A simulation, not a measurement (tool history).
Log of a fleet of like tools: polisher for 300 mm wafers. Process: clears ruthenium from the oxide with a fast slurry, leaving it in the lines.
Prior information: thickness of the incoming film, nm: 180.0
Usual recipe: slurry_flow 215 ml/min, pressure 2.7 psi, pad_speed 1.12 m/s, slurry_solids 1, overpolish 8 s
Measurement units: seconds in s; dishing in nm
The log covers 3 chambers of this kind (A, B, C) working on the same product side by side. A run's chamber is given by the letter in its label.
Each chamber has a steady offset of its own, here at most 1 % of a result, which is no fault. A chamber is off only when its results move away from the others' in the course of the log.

Run 1B, hour 3.2: usual settings. Result: seconds 38.899 s, dishing 30.801 nm.
At hour 7.1: chamber B: worn pad replaced by a new one.
Run 2C, hour 8.2: usual settings. Result: seconds 40.442 s, dishing 30.092 nm.
Run 3A, hour 14.4: usual settings. Result: seconds 40.4 s, dishing 31.508 nm.
Run 4A, hour 17.5: usual settings. Result: seconds 38.933 s, dishing 31.147 nm.
Run 5C, hour 22.8: usual settings but slurry_solids 0.75. Result: seconds 46.796 s, dishing 27.369 nm.
Run 6B, hour 26.2: usual settings but slurry_solids 0.75. Result: seconds 46.439 s, dishing 26.497 nm.
Run 7C, hour 31.1: usual settings but slurry_solids 0.75. Result: seconds 46.437 s, dishing 26.711 nm.
Run 8A, hour 35.5: usual settings. Result: seconds 39.535 s, dishing 30.959 nm.
Run 9B, hour 38.5: usual settings. Result: seconds 39.704 s, dishing 30.812 nm.
Run 10A, hour 44.8: usual settings. Result: seconds 40.028 s, dishing 29.863 nm.
Run 11B, hour 49.3: usual settings. Result: seconds 39.823 s, dishing 30.004 nm.
At hour 51.6: chamber C: worn pad replaced by a new one.
At hour 52.8: chamber A: worn pad replaced by a new one.
Run 12C, hour 54.9: usual settings. Result: seconds 41.086 s, dishing 30.064 nm.
At hour 58.9: chamber B: slurry nozzle cleaned.
Run 13B, hour 59.9: usual settings. Result: seconds 40.192 s, dishing 30.3 nm.
Run 14C, hour 65.2: usual settings but slurry_solids 0.9. Result: seconds 42.926 s, dishing 28.718 nm.
Run 15A, hour 68.9: usual settings but slurry_solids 0.9. Result: seconds 42.029 s, dishing 29.24 nm.
Run 16A, hour 74.7: usual settings but slurry_solids 0.9. Result: seconds 41.182 s, dishing 30.352 nm.
At hour 79: chamber A: slurry blender recalibrated.
Run 17C, hour 80.3: usual settings. Result: seconds 41.869 s, dishing 28.617 nm.
Run 18B, hour 83.3: usual settings. Result: seconds 40.435 s, dishing 30.882 nm.
Run 19C, hour 88: usual settings. Result: seconds 42.679 s, dishing 29.847 nm.
Run 20A, hour 94: usual settings. Result: seconds 40.347 s, dishing 30.553 nm.
At hour 97.1: chamber B: worn pad replaced by a new one.
Run 21B, hour 98.5: usual settings. Result: seconds 39.79 s, dishing 30.871 nm.
Run 22B, hour 104.4: usual settings. Result: seconds 40.395 s, dishing 30.949 nm.
At hour 107.1: chamber C: head pressure recalibrated.
Run 23C, hour 108.8: usual settings but overpolish 11 s. Result: seconds 42.208 s, dishing 39.829 nm.
Run 24A, hour 113.5: usual settings but overpolish 11 s. Result: seconds 39.654 s, dishing 38.601 nm.
At hour 114.2: chamber C: worn pad replaced by a new one.
Run 25C, hour 116.5: usual settings but overpolish 11 s. Result: seconds 41.705 s, dishing 40.037 nm.
Run 26B, hour 121.7: usual settings. Result: seconds 40.629 s, dishing 30.176 nm.
Run 27A, hour 127.3: usual settings. Result: seconds 40.655 s, dishing 30.587 nm.
Run 28C, hour 130.9: usual settings. Result: seconds 43.275 s, dishing 28.763 nm.
Run 29A, hour 136.3: usual settings. Result: seconds 40.656 s, dishing 31.046 nm.
Run 30B, hour 139.4: usual settings. Result: seconds 40.718 s, dishing 30.666 nm.
Run 31A, hour 144.8: usual settings. Result: seconds 41.617 s, dishing 29.208 nm.
Run 32B, hour 150.8: usual settings but slurry_flow 180 ml/min, slurry_solids 0.8. Result: seconds 45.191 s, dishing 25.993 nm.
At hour 155.5: chamber B: slurry blender recalibrated.
Run 33C, hour 156.3: usual settings but slurry_flow 180 ml/min, slurry_solids 0.8. Result: seconds 51.025 s, dishing 24.095 nm.
Run 34B, hour 160.9: usual settings but slurry_flow 180 ml/min, slurry_solids 0.8. Result: seconds 46.905 s, dishing 27.577 nm.
Run 35A, hour 166.4: usual settings. Result: seconds 40.962 s, dishing 28.771 nm.
At hour 167.8: chamber B: worn pad replaced by a new one.
Run 36C, hour 172.1: usual settings. Result: seconds 44.788 s, dishing 26.889 nm.
At hour 173.5: chamber A: slurry nozzle cleaned.
Run 37A, hour 177.6: usual settings but pad_speed 0.84 m/s. Result: seconds 52.812 s, dishing 22.342 nm.
Run 38C, hour 180.8: usual settings but pad_speed 0.84 m/s. Result: seconds 59.284 s, dishing 20.85 nm.
At hour 183: chamber A: worn pad replaced by a new one.
Run 39B, hour 186.8: usual settings but pad_speed 0.84 m/s. Result: seconds 54.981 s, dishing 22.924 nm.
At hour 192.3: chamber C: worn pad replaced by a new one.
Run 40A, hour 192.5: usual settings. Result: seconds 40.235 s, dishing 30.388 nm.
Run 41B, hour 195.6: usual settings. Result: seconds 39.497 s, dishing 30.074 nm.
Run 42C, hour 199.7: usual settings. Result: seconds 46.71 s, dishing 27.268 nm.
Run 43C, hour 204.2: usual settings. Result: seconds 46.258 s, dishing 26.021 nm.
Run 44A, hour 209.6: usual settings. Result: seconds 40.973 s, dishing 30.098 nm.

One chamber off, gauge drift, or nothing amiss beyond the chambers' own small offsets? If it is a chamber, which one, and what is the likeliest cause?

It is chamber C that slowly wanders off from its peers.
Cause: abrasive missing from the slurry, % = 27.5.

Which of the 4 candidates below, each the usual settings with something changed and its results left as question marks, puts chamber C back in line with what the other chambers give on the usual settings?
In line means no further than this from the other chambers' mean on the usual settings: seconds 2.6 s; dishing 2.5 nm
Run 45C-1, hour 214.3: usual settings but pressure 2.6 psi, pad_speed 1.1 m/s. Result: seconds ?, dishing ?.
Run 45C-2, hour 214.3: usual settings but pressure 2.8 psi, pad_speed 1.14 m/s. Result: seconds ?, dishing ?.
Run 45C-3, hour 214.3: usual settings but pressure 2.5 psi, pad_speed 1.04 m/s, slurry_solids 0.95. Result: seconds ?, dishing ?.
Run 45C-4, hour 214.3: usual settings but pressure 2.9 psi, pad_speed 1.2 m/s, slurry_solids 1.05. Result: seconds ?, dishing ?.

On the usual settings, the other chambers give on average: seconds 40.028 s; dishing 30.632 nm
  run  seconds  dishing
45C-1   49.614   25.328
45C-2   44.518   28.055
45C-3   56.046   22.559
45C-4   39.832   31.138
45C-4 puts the chamber back in line with the other chambers.

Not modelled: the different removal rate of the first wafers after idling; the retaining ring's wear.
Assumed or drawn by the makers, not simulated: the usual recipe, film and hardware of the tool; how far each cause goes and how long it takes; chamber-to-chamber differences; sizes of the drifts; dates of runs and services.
